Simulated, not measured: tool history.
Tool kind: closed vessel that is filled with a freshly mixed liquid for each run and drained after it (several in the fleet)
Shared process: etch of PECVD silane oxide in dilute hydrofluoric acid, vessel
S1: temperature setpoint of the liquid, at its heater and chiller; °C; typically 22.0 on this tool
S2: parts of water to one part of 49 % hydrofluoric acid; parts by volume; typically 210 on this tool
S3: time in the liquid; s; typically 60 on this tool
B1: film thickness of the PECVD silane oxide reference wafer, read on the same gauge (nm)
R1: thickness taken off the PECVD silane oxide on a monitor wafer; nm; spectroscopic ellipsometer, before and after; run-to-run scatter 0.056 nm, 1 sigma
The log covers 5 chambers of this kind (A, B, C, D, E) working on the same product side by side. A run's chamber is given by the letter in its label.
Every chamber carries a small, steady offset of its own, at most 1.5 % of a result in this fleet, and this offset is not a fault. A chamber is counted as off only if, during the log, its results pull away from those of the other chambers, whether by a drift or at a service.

Run 1E, day 0.525: usual settings; B1 40.003. Result: R1 7.5077 nm.
Run 2C, day 0.812: usual settings; B1 39.975. Result: R1 7.6372 nm.
Run 3A, day 1.192: usual settings; B1 40.001. Result: R1 7.6647 nm.
Run 4B, day 1.554: usual settings; B1 40.005. Result: R1 7.5155 nm.
Run 5D, day 1.888: usual settings; B1 39.995. Result: R1 7.5761 nm.
Run 6D, day 2.300: usual settings; B1 39.994. Result: R1 7.5985 nm.
Run 7C, day 2.771: usual settings; B1 40.024. Result: R1 7.6321 nm.
Run 8B, day 3.088: usual settings; B1 40.010. Result: R1 7.7089 nm.
Run 9E, day 3.388: usual settings but S1 19.5 °C, S3 50 s; B1 39.983. Result: R1 5.6494 nm.
Run 10A, day 3.792: usual settings but S1 19.5 °C, S3 50 s; B1 40.019. Result: R1 5.7657 nm.
Run 11E, day 4.267: usual settings but S1 19.5 °C, S3 50 s; B1 39.997. Result: R1 5.6977 nm.
Run 12B, day 4.604: usual settings but S1 19.5 °C, S3 50 s; B1 39.972. Result: R1 5.7061 nm.
Run 13A, day 5.179: usual settings but S1 19.5 °C, S3 50 s; B1 39.988. Result: R1 5.7748 nm.
Run 14D, day 5.529: usual settings but S1 17.5 °C, S2 170 parts by volume; B1 40.037. Result: R1 8.1439 nm.
Run 15C, day 6.008: usual settings but S1 17.5 °C, S2 170 parts by volume; B1 40.022. Result: R1 8.1368 nm.
Run 16D, day 6.321: usual settings but S1 17.5 °C, S2 170 parts by volume; B1 40.007. Result: R1 8.1638 nm.
Run 17B, day 6.742: usual settings but S1 17.5 °C, S2 170 parts by volume; B1 39.980. Result: R1 8.1699 nm.
Run 18E, day 7.158: usual settings but S1 17.5 °C, S2 170 parts by volume; B1 40.008. Result: R1 8.3067 nm.
Run 19C, day 7.562: usual settings but S1 17.5 °C, S3 30 s; B1 39.998. Result: R1 3.2573 nm.
Run 20A, day 8.162: usual settings but S1 17.5 °C, S3 30 s; B1 39.985. Result: R1 3.2377 nm.
Run 21A, day 8.546: usual settings but S1 17.5 °C, S3 30 s; B1 40.007. Result: R1 3.1797 nm.
Run 22B, day 9.142: usual settings but S1 17.5 °C, S3 30 s; B1 40.017. Result: R1 3.1799 nm.
Run 23C, day 9.479: usual settings but S1 17.5 °C, S3 30 s; B1 40.002. Result: R1 3.2110 nm.
Run 24E, day 9.971: usual settings; B1 40.007. Result: R1 7.6859 nm.
At day 10.233: chamber D: hydrofluoric acid flow meter replaced.
Run 25D, day 10.392: usual settings but S1 24.5 °C, S2 280 parts by volume; B1 39.995. Result: R1 5.9137 nm.
Run 26E, day 10.775: usual settings but S1 24.5 °C, S2 280 parts by volume; B1 40.012. Result: R1 5.9093 nm.
Run 27A, day 11.208: usual settings but S1 24.5 °C, S2 280 parts by volume; B1 39.991. Result: R1 5.7909 nm.
Run 28D, day 11.800: usual settings but S1 24.5 °C, S2 280 parts by volume; B1 39.967. Result: R1 5.8467 nm.
Run 29B, day 12.283: usual settings but S1 24.5 °C, S2 280 parts by volume; B1 40.013. Result: R1 5.8095 nm.
Run 30C, day 12.654: usual settings; B1 40.004. Result: R1 7.7212 nm.
Run 31C, day 13.233: usual settings; B1 40.011. Result: R1 7.6497 nm.
Run 32D, day 13.779: usual settings; B1 39.996. Result: R1 7.5589 nm.
Run 33E, day 14.242: usual settings; B1 40.009. Result: R1 7.9754 nm.
Run 34B, day 14.858: usual settings; B1 39.967. Result: R1 7.6461 nm.

Read the log: is a single chamber off, either drifting away or since a service, is the gauge that measures every chamber drifting, or is nothing wrong beyond small per-chamber offsets? Name any odd chamber and what most likely caused it.

Little by little, chamber E moves away from the other chambers.
What lies behind it: hydrofluoric acid flow above the setpoint (%) = 4.21.
With only this log, it may be confused with: liquid hotter than its thermometer reads (K).

Below are 4 candidate recipes for chamber E's next run, each the usual settings with a change, their results shown as question marks. Which of them brings E's results back in line with what the other chambers give on the usual settings?
In-line tolerance around the mean of the other chambers on the usual settings: R1 0.2000 nm
Run 35E-1, day 15.317: usual settings but S3 55 s. Result: R1 ?.
Run 35E-2, day 15.317: usual settings but S3 65 s. Result: R1 ?.
Run 35E-3, day 15.317: usual settings but S2 215 parts by volume. Result: R1 ?.
Run 35E-4, day 15.317: usual settings but S2 205 parts by volume. Result: R1 ?.

Usual-settings mean across the other chambers: R1 7.6117 nm
  run      R1
35E-1  7.2122
35E-2  8.5235
35E-3  7.6449
35E-4  8.1018
35E-3 brings the chamber back in line.
